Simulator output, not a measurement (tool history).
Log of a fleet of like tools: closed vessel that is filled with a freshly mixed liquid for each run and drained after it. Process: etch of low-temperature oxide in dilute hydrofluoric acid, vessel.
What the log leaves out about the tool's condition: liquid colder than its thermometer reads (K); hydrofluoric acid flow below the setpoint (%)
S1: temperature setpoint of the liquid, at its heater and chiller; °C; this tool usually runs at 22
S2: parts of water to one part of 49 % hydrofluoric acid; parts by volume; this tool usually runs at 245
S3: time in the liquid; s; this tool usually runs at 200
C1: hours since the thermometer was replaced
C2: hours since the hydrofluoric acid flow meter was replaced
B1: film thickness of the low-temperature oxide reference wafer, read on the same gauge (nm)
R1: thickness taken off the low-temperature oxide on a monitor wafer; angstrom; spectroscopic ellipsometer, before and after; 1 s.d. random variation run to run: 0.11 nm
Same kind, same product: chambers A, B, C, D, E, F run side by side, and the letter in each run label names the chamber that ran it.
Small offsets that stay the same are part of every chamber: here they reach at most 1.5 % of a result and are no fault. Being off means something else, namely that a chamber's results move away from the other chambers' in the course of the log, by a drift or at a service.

| run | day | S1 | S2 | S3 | C1 | C2 | B1 | R1 |
|---|---|---|---|---|---|---|---|---|
| 1E | 0.321 | 22 | 245 | 200 | 752.1 | 393.1 | 49.964 | 115.270 |
| 2B | 0.908 | 22 | 245 | 200 | 219.6 | 119.0 | 49.980 | 113.120 |
| 3F | 1.329 | 22 | 245 | 200 | 1770.8 | 178.4 | 50.015 | 115.290 |
|  | 1.488 | chamber E: hydrofluoric acid flow meter replaced |
| 4D | 1.808 | 22 | 245 | 200 | 819.0 | 176.8 | 49.989 | 116.040 |
| 5C | 2.271 | 22 | 245 | 200 | 408.3 | 501.4 | 49.947 | 114.560 |
| 6A | 2.838 | 22 | 245 | 200 | 2435.6 | 1644.7 | 49.989 | 112.650 |
| 7B | 3.429 | 22 | 245 | 200 | 280.1 | 179.5 | 50.008 | 111.730 |
| 8A | 3.950 | 22 | 245 | 200 | 2462.3 | 1671.4 | 50.014 | 115.770 |
| 9C | 4.338 | 22 | 245 | 200 | 457.9 | 551.0 | 49.994 | 116.290 |
| 10E | 4.954 | 22 | 245 | 200 | 863.3 | 83.2 | 49.978 | 115.260 |
| 11D | 5.496 | 22 | 245 | 200 | 907.5 | 265.3 | 50.016 | 114.770 |
| 12F | 5.971 | 22 | 245 | 200 | 1882.2 | 289.8 | 50.021 | 116.460 |
| 13F | 6.421 | 22 | 245 | 200 | 1893.0 | 300.6 | 49.988 | 113.860 |
| 14C | 6.733 | 22 | 245 | 200 | 515.4 | 608.5 | 49.978 | 113.850 |
| 15D | 7.217 | 22 | 245 | 200 | 948.8 | 306.6 | 50.014 | 114.820 |
| 16A | 7.750 | 22 | 245 | 200 | 2553.5 | 1762.6 | 49.999 | 116.170 |
| 17E | 8.350 | 22 | 245 | 200 | 944.8 | 164.7 | 50.007 | 115.490 |
| 18B | 8.658 | 22 | 245 | 200 | 405.6 | 305.0 | 50.001 | 113.690 |
| 19C | 9.167 | 22 | 245 | 200 | 573.8 | 666.9 | 50.008 | 115.700 |
| 20F | 9.546 | 22 | 245 | 200 | 1968.0 | 375.6 | 50.023 | 114.430 |
| 21A | 10.075 | 22 | 245 | 200 | 2609.3 | 1818.4 | 50.000 | 113.140 |
| 22E | 10.508 | 22 | 245 | 115 | 996.6 | 216.5 | 49.963 | 66.837 |
|  | 10.762 | chamber C: hydrofluoric acid flow meter replaced |
| 23B | 10.912 | 22 | 245 | 115 | 459.7 | 359.1 | 50.007 | 64.482 |
| 24D | 11.400 | 22 | 245 | 115 | 1049.2 | 407.0 | 50.002 | 63.874 |
| 25C | 12.025 | 22 | 245 | 115 | 642.4 | 30.4 | 50.017 | 66.344 |
| 26D | 12.379 | 22 | 245 | 115 | 1072.7 | 430.5 | 50.001 | 64.065 |
| 27B | 12.754 | 22 | 245 | 115 | 503.9 | 403.3 | 49.980 | 64.499 |
| 28E | 13.167 | 22 | 245 | 200 | 1060.4 | 280.3 | 50.025 | 115.020 |
|  | 13.246 | chamber F: hydrofluoric acid flow meter replaced |
| 29A | 13.496 | 22 | 245 | 200 | 2691.4 | 1900.5 | 49.987 | 114.620 |
| 30F | 14.112 | 22 | 245 | 200 | 2077.6 | 20.8 | 49.998 | 114.740 |
| 31A | 14.675 | 22 | 245 | 200 | 2719.7 | 1928.8 | 49.979 | 115.150 |
| 32B | 15.021 | 22 | 245 | 200 | 558.3 | 457.7 | 49.983 | 114.670 |
| 33D | 15.342 | 22 | 245 | 200 | 1143.8 | 501.6 | 49.991 | 109.890 |
| 34E | 15.638 | 22 | 360 | 300 | 1119.7 | 339.6 | 50.041 | 102.020 |
| 35F | 16.142 | 22 | 360 | 300 | 2126.3 | 69.5 | 49.989 | 103.890 |
| 36C | 16.638 | 22 | 360 | 300 | 753.1 | 141.1 | 50.003 | 107.190 |

Is one chamber out of step, is the gauge drifting, or do the chambers differ by no more than their own small offsets? For an off chamber, give its letter and the likeliest cause.

It is chamber D that slowly wanders off from its peers.
Most likely cause: hydrofluoric acid flow below the setpoint (%) = 5.99.
It could be hard to tell apart here from: liquid colder than its thermometer reads (K).

Chamber D could run next with any of the 4 candidate recipes listed below; each alters the usual settings, and their results appear as question marks. Which one brings its results back in line with what the other chambers deliver on the usual settings?
To be in line, a result may differ from the other chambers' mean on the usual settings by at most: R1 4.000 angstrom
| 37D-1 | 17.092 | 22.0 | 255 | 200 |  |  |  | ? |
| 37D-2 | 17.092 | 21.5 | 245 | 180 |  |  |  | ? |
| 37D-3 | 17.092 | 22.5 | 225 | 200 |  |  |  | ? |
| 37D-4 | 17.092 | 22.0 | 240 | 205 |  |  |  | ? |

Usual-settings mean across the other chambers: R1 114.830 angstrom
| run | R1 |
|---|---|
| 37D-1 | 102.810 |
| 37D-2 | 95.562 |
| 37D-3 | 122.560 |
| 37D-4 | 113.760 |
With 37D-4, the chamber falls back in line with the rest.

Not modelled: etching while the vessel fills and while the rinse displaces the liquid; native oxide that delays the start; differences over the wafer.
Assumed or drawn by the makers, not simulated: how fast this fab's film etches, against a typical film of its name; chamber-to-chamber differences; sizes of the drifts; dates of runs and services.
